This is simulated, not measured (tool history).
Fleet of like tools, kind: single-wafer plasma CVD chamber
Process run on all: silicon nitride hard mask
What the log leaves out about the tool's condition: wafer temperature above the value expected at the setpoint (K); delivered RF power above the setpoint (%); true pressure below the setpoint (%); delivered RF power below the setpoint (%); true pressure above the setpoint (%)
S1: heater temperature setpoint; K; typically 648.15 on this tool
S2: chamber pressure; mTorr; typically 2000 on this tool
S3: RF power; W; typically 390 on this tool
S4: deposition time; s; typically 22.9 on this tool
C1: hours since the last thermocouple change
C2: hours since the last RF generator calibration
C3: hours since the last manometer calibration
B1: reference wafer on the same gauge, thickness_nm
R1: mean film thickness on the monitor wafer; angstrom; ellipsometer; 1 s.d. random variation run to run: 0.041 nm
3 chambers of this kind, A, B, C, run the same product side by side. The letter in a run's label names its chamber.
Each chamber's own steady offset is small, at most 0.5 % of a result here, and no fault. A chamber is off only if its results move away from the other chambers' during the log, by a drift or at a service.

Run 1B, hour 5.2: usual settings; C1 1204.9; C2 1501.9; C3 717.3; B1 39.707. Result: R1 336.37 angstrom.
Run 2C, hour 12.8: usual settings; C1 1089.3; C2 644.9; C3 2103.8; B1 39.714. Result: R1 336.38 angstrom.
Run 3A, hour 18.9: usual settings; C1 929.2; C2 974.6; C3 1116.3; B1 39.715. Result: R1 335.95 angstrom.
Run 4B, hour 26.0: usual settings; C1 1225.7; C2 1522.7; C3 738.1; B1 39.723. Result: R1 336.54 angstrom.
Run 5C, hour 34.1: usual settings; C1 1110.6; C2 666.2; C3 2125.1; B1 39.727. Result: R1 336.65 angstrom.
Run 6A, hour 42.0: usual settings; C1 952.3; C2 997.7; C3 1139.4; B1 39.742. Result: R1 336.42 angstrom.
Run 7C, hour 47.7: usual settings; C1 1124.2; C2 679.8; C3 2138.7; B1 39.743. Result: R1 337.15 angstrom.
Run 8A, hour 55.5: usual settings; C1 965.8; C2 1011.2; C3 1152.9; B1 39.755. Result: R1 335.31 angstrom.
Run 9B, hour 62.9: usual settings; C1 1262.6; C2 1559.6; C3 775.0; B1 39.751. Result: R1 337.60 angstrom.
Run 10B, hour 70.5: usual settings; C1 1270.2; C2 1567.2; C3 782.6; B1 39.776. Result: R1 336.99 angstrom.
Run 11C, hour 76.3: usual settings; C1 1152.8; C2 708.4; C3 2167.3; B1 39.774. Result: R1 337.32 angstrom.
Run 12A, hour 82.7: usual settings; C1 993.0; C2 1038.4; C3 1180.1; B1 39.775. Result: R1 335.36 angstrom.
Run 13C, hour 89.8: usual settings; C1 1166.3; C2 721.9; C3 2180.8; B1 39.795. Result: R1 336.23 angstrom.
Run 14A, hour 96.7: usual settings; C1 1007.0; C2 1052.4; C3 1194.1; B1 39.793. Result: R1 335.67 angstrom.
Run 15B, hour 104.1: usual settings; C1 1303.8; C2 1600.8; C3 816.2; B1 39.813. Result: R1 336.46 angstrom.
Run 16B, hour 112.1: usual settings; C1 1311.8; C2 1608.8; C3 824.2; B1 39.810. Result: R1 337.65 angstrom.
At hour 118.5: chamber C: capacitance manometer re-zeroed and calibrated.
Run 17C, hour 120.0: usual settings; C1 1196.5; C2 752.1; C3 1.5; B1 39.828. Result: R1 337.61 angstrom.
Run 18A, hour 125.2: usual settings but S1 663.15 K, S3 415 W; C1 1035.5; C2 1080.9; C3 1222.6; B1 39.836. Result: R1 346.46 angstrom.
Run 19C, hour 131.1: usual settings but S1 663.15 K, S3 415 W; C1 1207.6; C2 763.2; C3 12.6; B1 39.837. Result: R1 347.84 angstrom.
Run 20B, hour 135.7: usual settings but S1 663.15 K, S3 415 W; C1 1335.4; C2 1632.4; C3 847.8; B1 39.825. Result: R1 347.37 angstrom.
At hour 141.2: chamber A: thermocouple changed; heater temperature recalibrated.
Run 21A, hour 141.4: usual settings but S1 637.15 K, S2 2160 mTorr; C1 0.3; C2 1097.1; C3 1238.8; B1 39.839. Result: R1 345.05 angstrom.
Run 22C, hour 145.1: usual settings but S1 637.15 K, S2 2160 mTorr; C1 1221.6; C2 777.2; C3 26.6; B1 39.858. Result: R1 345.86 angstrom.
Run 23A, hour 149.2: usual settings but S1 637.15 K, S2 2160 mTorr; C1 8.1; C2 1104.9; C3 1246.6; B1 39.849. Result: R1 344.92 angstrom.
Run 24B, hour 154.7: usual settings; C1 1354.4; C2 1651.4; C3 866.8; B1 39.859. Result: R1 337.88 angstrom.
Run 25B, hour 159.7: usual settings; C1 1359.4; C2 1656.4; C3 871.8; B1 39.868. Result: R1 337.90 angstrom.
Run 26A, hour 166.0: usual settings; C1 24.9; C2 1121.7; C3 1263.4; B1 39.867. Result: R1 337.49 angstrom.
Run 27C, hour 169.7: usual settings; C1 1246.2; C2 801.8; C3 51.2; B1 39.881. Result: R1 338.41 angstrom.
Run 28C, hour 176.1: usual settings but S2 2440 mTorr, S3 315 W; C1 1252.6; C2 808.2; C3 57.6; B1 39.883. Result: R1 309.46 angstrom.
Run 29A, hour 184.2: usual settings but S2 2440 mTorr, S3 315 W; C1 43.1; C2 1139.9; C3 1281.6; B1 39.894. Result: R1 309.69 angstrom.
Run 30B, hour 189.9: usual settings but S2 2440 mTorr, S3 315 W; C1 1389.6; C2 1686.6; C3 902.0; B1 39.896. Result: R1 312.59 angstrom.

Predict what each chamber gives when all 3 of them run the settings below next.
Run 31A, hour 195.9: usual settings. Result: R1 ?.
Run 31B, hour 195.9: usual settings. Result: R1 ?.
Run 31C, hour 195.9: usual settings. Result: R1 ?.

run      R1
31A  337.01
31B  338.10
31C  337.67

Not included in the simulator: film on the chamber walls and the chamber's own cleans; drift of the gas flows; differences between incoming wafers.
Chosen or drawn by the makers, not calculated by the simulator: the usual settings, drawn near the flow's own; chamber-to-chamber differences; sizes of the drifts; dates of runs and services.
